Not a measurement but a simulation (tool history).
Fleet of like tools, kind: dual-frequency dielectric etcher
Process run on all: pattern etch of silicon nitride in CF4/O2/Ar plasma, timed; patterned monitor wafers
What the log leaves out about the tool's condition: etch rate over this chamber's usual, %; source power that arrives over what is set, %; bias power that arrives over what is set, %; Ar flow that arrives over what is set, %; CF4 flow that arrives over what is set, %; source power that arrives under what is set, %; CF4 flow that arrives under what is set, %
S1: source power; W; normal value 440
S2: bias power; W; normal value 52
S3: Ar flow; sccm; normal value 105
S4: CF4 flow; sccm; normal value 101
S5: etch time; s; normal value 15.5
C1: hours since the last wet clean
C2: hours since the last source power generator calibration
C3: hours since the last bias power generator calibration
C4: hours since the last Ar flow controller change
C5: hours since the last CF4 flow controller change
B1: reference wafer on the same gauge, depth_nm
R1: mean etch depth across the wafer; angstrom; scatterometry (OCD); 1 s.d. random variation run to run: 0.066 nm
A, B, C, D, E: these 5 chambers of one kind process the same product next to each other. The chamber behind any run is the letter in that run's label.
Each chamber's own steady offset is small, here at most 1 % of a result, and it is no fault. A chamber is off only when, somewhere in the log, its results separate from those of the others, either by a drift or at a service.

Run 1C, hour 9.2: usual settings; C1 67.3; C2 3205.6; C3 1161; C4 328; C5 2069.3; B1 25.996. Result: R1 265.93 angstrom.
Run 2D, hour 18.5: usual settings; C1 446.1; C2 2651.1; C3 596.8; C4 713.5; C5 2068.4; B1 26.003. Result: R1 264.84 angstrom.
Run 3A, hour 31.9: usual settings; C1 226.1; C2 510.1; C3 2426.1; C4 2415.3; C5 1939.5; B1 25.996. Result: R1 268.83 angstrom.
Run 4E, hour 40: usual settings; C1 517.8; C2 3423.9; C3 1611.9; C4 600.9; C5 396.9; B1 26.004. Result: R1 266.96 angstrom.
At hour 51.6: chamber B: wet clean of the chamber.
Run 5B, hour 53.5: usual settings; C1 1.9; C2 2050; C3 2110.9; C4 172.5; C5 1358.2; B1 25.991. Result: R1 265.07 angstrom.
At hour 54.6: chamber D: wet clean of the chamber.
Run 6A, hour 67.6: usual settings; C1 261.8; C2 545.8; C3 2461.8; C4 2451; C5 1975.2; B1 25.993. Result: R1 269.29 angstrom.
Run 7C, hour 81.2: usual settings; C1 139.3; C2 3277.6; C3 1233; C4 400; C5 2141.3; B1 26.004. Result: R1 266.53 angstrom.
Run 8D, hour 93.8: usual settings; C1 39.2; C2 2726.4; C3 672.1; C4 788.8; C5 2143.7; B1 25.986. Result: R1 266.96 angstrom.
Run 9B, hour 106.4: usual settings but S1 550 W; C1 54.8; C2 2102.9; C3 2163.8; C4 225.4; C5 1411.1; B1 25.981. Result: R1 322.91 angstrom.
Run 10E, hour 114: usual settings but S1 550 W; C1 591.8; C2 3497.9; C3 1685.9; C4 674.9; C5 470.9; B1 26.012. Result: R1 324.57 angstrom.
At hour 116.7: chamber E: wet clean of the chamber.
Run 11E, hour 127.9: usual settings but S1 550 W; C1 11.2; C2 3511.8; C3 1699.8; C4 688.8; C5 484.8; B1 26.004. Result: R1 323.76 angstrom.
Run 12C, hour 140.2: usual settings but S1 550 W; C1 198.3; C2 3336.6; C3 1292; C4 459; C5 2200.3; B1 25.996. Result: R1 324.5 angstrom.
At hour 145.1: chamber A: wet clean of the chamber.
Run 13B, hour 152.3: usual settings but S1 550 W; C1 100.7; C2 2148.8; C3 2209.7; C4 271.3; C5 1457; B1 25.993. Result: R1 321.09 angstrom.
Run 14D, hour 159.3: usual settings; C1 104.7; C2 2791.9; C3 737.6; C4 854.3; C5 2209.2; B1 26.006. Result: R1 264.9 angstrom.
At hour 164: chamber C: source power generator calibrated.
Run 15A, hour 167.3: usual settings; C1 22.3; C2 645.5; C3 2561.5; C4 2550.7; C5 2074.9; B1 25.996. Result: R1 268.47 angstrom.
Run 16D, hour 180.5: usual settings; C1 125.9; C2 2813.1; C3 758.8; C4 875.5; C5 2230.4; B1 26.014. Result: R1 265.72 angstrom.
Run 17B, hour 194.9: usual settings; C1 143.3; C2 2191.4; C3 2252.3; C4 313.9; C5 1499.6; B1 26.002. Result: R1 266.45 angstrom.
Run 18E, hour 206.3: usual settings but S1 540 W; C1 89.6; C2 3590.2; C3 1778.2; C4 767.2; C5 563.2; B1 25.981. Result: R1 317.37 angstrom.
Run 19C, hour 220.5: usual settings but S1 540 W; C1 278.6; C2 56.5; C3 1372.3; C4 539.3; C5 2280.6; B1 26.021. Result: R1 310.04 angstrom.
At hour 225.9: chamber B: source power generator calibrated.
Run 20A, hour 227.4: usual settings but S1 540 W; C1 82.4; C2 705.6; C3 2621.6; C4 2610.8; C5 2135; B1 26.01. Result: R1 319.37 angstrom.
Run 21C, hour 236.1: usual settings but S1 540 W; C1 294.2; C2 72.1; C3 1387.9; C4 554.9; C5 2296.2; B1 26.003. Result: R1 311.21 angstrom.
Run 22D, hour 250.4: usual settings but S1 540 W; C1 195.8; C2 2883; C3 828.7; C4 945.4; C5 2300.3; B1 25.988. Result: R1 316.68 angstrom.
Run 23B, hour 256.8: usual settings; C1 205.2; C2 31; C3 2314.2; C4 375.8; C5 1561.5; B1 25.988. Result: R1 265.12 angstrom.
Run 24E, hour 269.9: usual settings; C1 153.2; C2 3653.8; C3 1841.8; C4 830.8; C5 626.8; B1 25.995. Result: R1 264.75 angstrom.
Run 25A, hour 283.1: usual settings but S1 530 W, S5 18.5 s; C1 138.1; C2 761.3; C3 2677.3; C4 2666.5; C5 2190.7; B1 25.994. Result: R1 377.4 angstrom.
Run 26D, hour 292.2: usual settings but S1 530 W, S5 18.5 s; C1 237.6; C2 2924.8; C3 870.5; C4 987.2; C5 2342.1; B1 26.009. Result: R1 373.42 angstrom.
Run 27E, hour 305.3: usual settings but S1 530 W, S5 18.5 s; C1 188.6; C2 3689.2; C3 1877.2; C4 866.2; C5 662.2; B1 25.995. Result: R1 374.94 angstrom.
Run 28A, hour 311.7: usual settings but S1 530 W, S5 18.5 s; C1 166.7; C2 789.9; C3 2705.9; C4 2695.1; C5 2219.3; B1 26.008. Result: R1 376.4 angstrom.
Run 29B, hour 320.1: usual settings but S1 530 W, S5 18.5 s; C1 268.5; C2 94.3; C3 2377.5; C4 439.1; C5 1624.8; B1 26.012. Result: R1 374.05 angstrom.
Run 30C, hour 330.5: usual settings; C1 388.6; C2 166.5; C3 1482.3; C4 649.3; C5 2390.6; B1 25.997. Result: R1 258.97 angstrom.
Run 31D, hour 340.4: usual settings; C1 285.8; C2 2973; C3 918.7; C4 1035.4; C5 2390.3; B1 26.006. Result: R1 266.78 angstrom.
Run 32C, hour 354.7: usual settings; C1 412.8; C2 190.7; C3 1506.5; C4 673.5; C5 2414.8; B1 25.98. Result: R1 259.72 angstrom.
Run 33E, hour 367.6: usual settings; C1 250.9; C2 3751.5; C3 1939.5; C4 928.5; C5 724.5; B1 26.007. Result: R1 265.88 angstrom.

Next, all 5 chambers run the settings below, one line each with question marks for the results. What does each chamber give?
Run 34A, hour 378: usual settings. Result: R1 ?.
Run 34B, hour 378: usual settings. Result: R1 ?.
Run 34C, hour 378: usual settings. Result: R1 ?.
Run 34D, hour 378: usual settings. Result: R1 ?.
Run 34E, hour 378: usual settings. Result: R1 ?.

run      R1
34A  267.55
34B  266.15
34C  259.62
34D  266.61
34E  265.41

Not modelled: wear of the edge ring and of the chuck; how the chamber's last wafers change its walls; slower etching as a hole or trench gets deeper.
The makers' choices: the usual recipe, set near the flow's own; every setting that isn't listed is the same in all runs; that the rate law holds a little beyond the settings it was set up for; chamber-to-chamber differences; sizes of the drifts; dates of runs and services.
